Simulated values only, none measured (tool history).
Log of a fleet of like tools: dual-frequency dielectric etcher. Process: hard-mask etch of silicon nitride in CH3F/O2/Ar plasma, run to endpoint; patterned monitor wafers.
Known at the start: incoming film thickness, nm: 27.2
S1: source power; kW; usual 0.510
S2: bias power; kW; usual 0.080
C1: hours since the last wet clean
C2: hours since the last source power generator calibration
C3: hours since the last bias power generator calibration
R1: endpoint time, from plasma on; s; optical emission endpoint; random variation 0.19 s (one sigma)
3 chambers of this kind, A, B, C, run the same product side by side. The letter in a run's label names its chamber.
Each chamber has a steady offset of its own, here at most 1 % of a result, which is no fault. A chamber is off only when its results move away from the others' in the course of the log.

run 1A hour=7.9 | S1=0.510 S2=0.080 | C1=118.9 C2=1072.7 C3=2893.6 | R1=34.745
run 2C hour=15.6 | S1=0.510 S2=0.080 | C1=360.9 C2=536.0 C3=3419.2 | R1=34.416
run 3B hour=19.9 | S1=0.510 S2=0.080 | C1=105.5 C2=563.5 C3=873.2 | R1=34.456
run 4B hour=26.7 | S1=0.510 S2=0.080 | C1=112.3 C2=570.3 C3=880.0 | R1=34.526
run 5C hour=33.8 | S1=0.510 S2=0.080 | C1=379.1 C2=554.2 C3=3437.4 | R1=34.520
run 6A hour=40.9 | S1=0.510 S2=0.080 | C1=151.9 C2=1105.7 C3=2926.6 | R1=34.606
run 7B hour=46.0 | S1=0.510 S2=0.080 | C1=131.6 C2=589.6 C3=899.3 | R1=34.253
run 8C hour=53.8 | S1=0.510 S2=0.080 | C1=399.1 C2=574.2 C3=3457.4 | R1=34.641
run 9A hour=61.3 | S1=0.510 S2=0.080 | C1=172.3 C2=1126.1 C3=2947.0 | R1=35.313
run 10B hour=67.8 | S1=0.510 S2=0.088 | C1=153.4 C2=611.4 C3=921.1 | R1=33.487
run 11C hour=72.1 | S1=0.510 S2=0.088 | C1=417.4 C2=592.5 C3=3475.7 | R1=33.454
run 12A hour=78.1 | S1=0.510 S2=0.088 | C1=189.1 C2=1142.9 C3=2963.8 | R1=33.430
run 13B hour=86.5 | S1=0.510 S2=0.080 | C1=172.1 C2=630.1 C3=939.8 | R1=34.610
run 14A hour=93.3 | S1=0.510 S2=0.080 | C1=204.3 C2=1158.1 C3=2979.0 | R1=35.080
run 15C hour=99.7 | S1=0.510 S2=0.080 | C1=445.0 C2=620.1 C3=3503.3 | R1=35.381
run 16C hour=106.8 | S1=0.510 S2=0.080 | C1=452.1 C2=627.2 C3=3510.4 | R1=35.247
run 17B hour=110.7 | S1=0.510 S2=0.080 | C1=196.3 C2=654.3 C3=964.0 | R1=34.841
run 18A hour=118.7 | S1=0.510 S2=0.098 | C1=229.7 C2=1183.5 C3=3004.4 | R1=32.504
run 19A hour=124.8 | S1=0.510 S2=0.098 | C1=235.8 C2=1189.6 C3=3010.5 | R1=32.818
run 20B hour=131.8 | S1=0.510 S2=0.098 | C1=217.4 C2=675.4 C3=985.1 | R1=32.276
run 21C hour=138.5 | S1=0.510 S2=0.080 | C1=483.8 C2=658.9 C3=3542.1 | R1=35.462
run 22C hour=145.8 | S1=0.510 S2=0.080 | C1=491.1 C2=666.2 C3=3549.4 | R1=36.312
run 23A hour=152.3 | S1=0.510 S2=0.070 | C1=263.3 C2=1217.1 C3=3038.0 | R1=36.137
run 24B hour=158.8 | S1=0.510 S2=0.070 | C1=244.4 C2=702.4 C3=1012.1 | R1=36.155

Next, every chamber runs the same settings. What will each give?
run 25A hour=165.0 | S1=0.510 S2=0.096 | R1=?
run 25B hour=165.0 | S1=0.510 S2=0.096 | R1=?
run 25C hour=165.0 | S1=0.510 S2=0.096 | R1=?

run=25A R1=32.744
run=25B R1=32.624
run=25C R1=34.394
